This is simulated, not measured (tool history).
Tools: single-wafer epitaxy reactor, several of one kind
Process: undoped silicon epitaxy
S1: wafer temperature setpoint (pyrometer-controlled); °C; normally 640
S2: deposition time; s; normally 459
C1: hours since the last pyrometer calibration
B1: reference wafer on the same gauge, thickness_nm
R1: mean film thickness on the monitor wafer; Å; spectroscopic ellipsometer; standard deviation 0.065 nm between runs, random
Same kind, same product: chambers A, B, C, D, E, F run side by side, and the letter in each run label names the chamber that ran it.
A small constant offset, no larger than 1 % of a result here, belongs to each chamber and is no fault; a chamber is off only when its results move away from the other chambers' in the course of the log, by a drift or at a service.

| run | hour | S1 | S2 | C1 | B1 | R1 |
|---|---|---|---|---|---|---|
| 1B | 6.9 | 640 | 459 | 382.1 | 69.002 | 620.65 |
| 2F | 19.6 | 640 | 459 | 180.5 | 68.962 | 620.79 |
| 3E | 32.9 | 640 | 459 | 55.5 | 68.981 | 616.12 |
| 4D | 41.8 | 640 | 459 | 348.3 | 68.982 | 618.97 |
| 5A | 53.2 | 640 | 459 | 703 | 68.968 | 616.99 |
| 6C | 60.2 | 640 | 459 | 309.1 | 68.959 | 614.02 |
| 7D | 71.2 | 640 | 459 | 377.7 | 68.967 | 617.67 |
| 8C | 84.8 | 640 | 459 | 333.7 | 68.949 | 615.11 |
| 9F | 92.5 | 640 | 459 | 253.4 | 68.952 | 620.24 |
| 10E | 106.2 | 640 | 459 | 128.8 | 68.944 | 616.28 |
| 11B | 115.4 | 640 | 459 | 490.6 | 68.922 | 619.27 |
| 12A | 128.6 | 640 | 459 | 778.4 | 68.932 | 615.5 |
| 13D | 137.9 | 640 | 459 | 444.4 | 68.922 | 619.66 |
| 14A | 148.5 | 640 | 459 | 798.3 | 68.899 | 616.49 |
| 15B | 161.1 | 630 | 384 | 536.3 | 68.887 | 413.4 |
| 16E | 172 | 630 | 384 | 194.6 | 68.89 | 410.82 |
| 17C | 179.1 | 630 | 384 | 428 | 68.894 | 409.19 |
| 18F | 188.6 | 630 | 384 | 349.5 | 68.89 | 413.61 |
| 19A | 199.6 | 630 | 384 | 849.4 | 68.853 | 412.16 |
| 20B | 211.3 | 630 | 384 | 586.5 | 68.863 | 412.55 |
| 21D | 218.8 | 640 | 459 | 525.3 | 68.863 | 619.5 |
| 22E | 233.3 | 640 | 459 | 255.9 | 68.848 | 615.03 |
| 23F | 242.6 | 640 | 459 | 403.5 | 68.84 | 619.19 |
| 24C | 253.2 | 640 | 459 | 502.1 | 68.813 | 612.17 |
| 25A | 266.9 | 633 | 459 | 916.7 | 68.844 | 525.85 |
| 26F | 279.4 | 633 | 459 | 440.3 | 68.826 | 528.35 |
| 27D | 286.8 | 633 | 459 | 593.3 | 68.818 | 528.5 |
| 28B | 296.4 | 633 | 459 | 671.6 | 68.823 | 527.86 |
| 29C | 305.3 | 633 | 459 | 554.2 | 68.796 | 522.67 |
| 30E | 313.2 | 633 | 459 | 335.8 | 68.826 | 524.91 |
| 31C | 323.7 | 640 | 459 | 572.6 | 68.804 | 613.1 |
| 32D | 337.3 | 640 | 459 | 643.8 | 68.795 | 618.12 |
| 33F | 343.9 | 640 | 459 | 504.8 | 68.781 | 617.54 |
| 34A | 358.1 | 640 | 459 | 1007.9 | 68.764 | 613.73 |
| 35E | 370.9 | 640 | 459 | 393.5 | 68.758 | 615.01 |
| 36B | 379.8 | 640 | 459 | 755 | 68.744 | 617.04 |
| 37B | 391 | 640 | 430 | 766.2 | 68.745 | 578.67 |
| 38C | 398.7 | 640 | 430 | 647.6 | 68.742 | 573.87 |
| 39E | 407.8 | 640 | 430 | 430.4 | 68.739 | 576.08 |
| 40A | 414.4 | 640 | 430 | 1064.2 | 68.723 | 575.93 |
| 41F | 429 | 640 | 430 | 589.9 | 68.734 | 579.07 |
| 42D | 440.9 | 640 | 430 | 747.4 | 68.713 | 577.69 |
| 43C | 449.2 | 640 | 459 | 698.1 | 68.698 | 611.63 |

One chamber off, gauge drift, or nothing amiss beyond the chambers' own small offsets? If it is a chamber, which one, and what is the likeliest cause?

The gauge drifts, so all chambers seem to drift together. No chamber is off.
Cause: gauge reads low (%) = 0.428.

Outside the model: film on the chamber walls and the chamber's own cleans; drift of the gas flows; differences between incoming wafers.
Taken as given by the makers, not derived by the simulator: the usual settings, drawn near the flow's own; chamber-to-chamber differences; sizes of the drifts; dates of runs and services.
